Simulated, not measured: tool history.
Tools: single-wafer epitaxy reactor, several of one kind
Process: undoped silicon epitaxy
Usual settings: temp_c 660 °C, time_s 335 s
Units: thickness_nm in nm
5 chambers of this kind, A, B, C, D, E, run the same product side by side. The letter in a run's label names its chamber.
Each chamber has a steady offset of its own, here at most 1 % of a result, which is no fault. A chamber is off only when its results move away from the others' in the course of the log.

run,day,temp_c,time_s,hours since the last pyrometer calibration,"read-back reference wafer on the same gauge, thickness_nm",thickness_nm
1A,0.162,660,335,1126.5,60.889,70.148
2D,0.342,660,335,1440.7,60.9,69.69
3B,0.575,660,335,575.7,60.88,69.654
4C,0.812,660,335,1089,60.844,70.192
5E,1.004,660,335,1283.4,60.857,69.431
6C,1.225,660,335,1098.9,60.846,70.216
7A,1.425,660,335,1156.8,60.823,70.101
8B,1.612,660,335,600.6,60.8,69.624
9D,1.821,660,335,1476.2,60.802,69.522
10E,1.942,660,335,1305.9,60.801,69.46
11C,2.079,660,335,1119.4,60.793,70.092
12D,2.279,660,335,1487.2,60.785,69.618
13A,2.475,660,335,1182,60.797,70.041
14E,2.712,660,335,1324.4,60.765,69.231
15B,2.854,673,293,630.4,60.777,80.224
16A,3.092,673,293,1196.8,60.758,80.865
17D,3.283,673,293,1511.3,60.73,80.281
18C,3.462,673,293,1152.6,60.734,80.834
19B,3.688,673,293,650.4,60.707,80.144
20E,3.804,660,335,1350.6,60.706,69.436
21C,3.958,660,335,1164.5,60.715,69.956
22E,4.171,660,335,1359.4,60.679,69.398
23D,4.296,660,335,1535.6,60.693,69.544
24A,4.45,660,335,1229.4,60.684,69.959
# day 4.638: chamber A: pyrometer calibrated
25B,4.683,660,335,674.3,60.681,69.511
26C,4.833,660,335,1185.5,60.674,69.906
27A,4.954,660,335,7.6,60.666,69.879
28E,5.075,660,335,1381.1,60.654,69.214
29B,5.325,660,335,689.7,60.664,69.418
30D,5.471,660,335,1563.8,60.64,69.269
31C,5.608,660,335,1204.1,60.632,69.816

What goes on in this fleet: one chamber off, a drifting gauge, or nothing beyond the chambers' own small offsets? Name the chamber and the cause, if any.

The gauge drifts, so all chambers seem to drift together. No chamber is off.
Cause: gauge reads low (%) = 0.459.
